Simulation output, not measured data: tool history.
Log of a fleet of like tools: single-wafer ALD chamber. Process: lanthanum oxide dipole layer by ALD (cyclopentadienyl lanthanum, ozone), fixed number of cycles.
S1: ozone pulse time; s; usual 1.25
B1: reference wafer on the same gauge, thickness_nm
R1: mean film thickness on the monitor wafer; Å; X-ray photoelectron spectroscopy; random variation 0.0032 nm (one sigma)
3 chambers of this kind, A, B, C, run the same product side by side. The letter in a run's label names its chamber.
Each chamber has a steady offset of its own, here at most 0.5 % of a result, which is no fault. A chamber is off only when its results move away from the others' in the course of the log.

run	hour	S1	B1	R1
1B	10.8	1.25	0.43904	5.2308
2C	16.8	1.25	0.43877	5.3932
3A	22.1	1.25	0.43943	5.3059
4B	28.6	1.25	0.43947	5.2796
5C	36.3	1.25	0.43928	5.2834
6A	45.9	1.25	0.43849	5.3473
7C	54.7	1.25	0.43908	5.3353
8B	59.6	1.25	0.43910	5.2988
9A	68.2	1.25	0.43926	5.3405
10C	78.6	1.25	0.43887	5.3491
11B	84.6	1.25	0.43897	5.2586
12A	91.5	1.25	0.43822	5.2684
13C	100.8	1.25	0.43912	5.3009
14B	111.7	1.25	0.43882	5.3070
15A	120.9	1.25	0.43883	5.2495
16C	127.6	1.25	0.43850	5.3089
17B	134.0	0.94	0.43843	4.9113
18A	144.6	0.94	0.43893	4.7511
19B	154.7	0.94	0.43891	4.8579
20C	160.3	1.25	0.43893	5.3042
21A	170.3	1.25	0.43955	5.1243
22A	176.4	1.25	0.43809	5.1605
23B	181.5	1.25	0.43863	5.2643
24C	192.4	1.25	0.43896	5.3299
25C	197.8	1.25	0.43878	5.3308
26B	207.8	1.25	0.43895	5.2974
27A	218.9	1.25	0.43827	5.0310
28C	228.2	0.96	0.43904	4.9834
29A	236.2	0.96	0.43923	4.5157
30B	243.6	0.96	0.43904	4.9093
31C	254.5	1.25	0.43912	5.2850
32B	265.5	1.25	0.43875	5.3017
33A	271.0	1.25	0.43940	4.9088

What goes on in this fleet: one chamber off, a drifting gauge, or nothing beyond the chambers' own small offsets? Name the chamber and the cause, if any.

Chamber A drifts away from the others.
Cause: ozone dose below that of a generator just serviced (%) = 25.3.

Here are 4 candidates for chamber A's next run, each the usual settings with a change, their results left as question marks. Which one brings its results back in line with what the others give on the usual settings?
In line means no further than this from the other chambers' mean on the usual settings: R1 0.1100 Å
34A-1	279.0	1.61		?
34A-2	279.0	1.00		?
34A-3	279.0	1.39		?
34A-4	279.0	1.11		?

The other chambers' mean on the usual settings: R1 5.3072 Å
run	R1
34A-1	5.2642
34A-2	4.4890
34A-3	5.0614
34A-4	4.6854
34A-1 brings the chamber back in line.
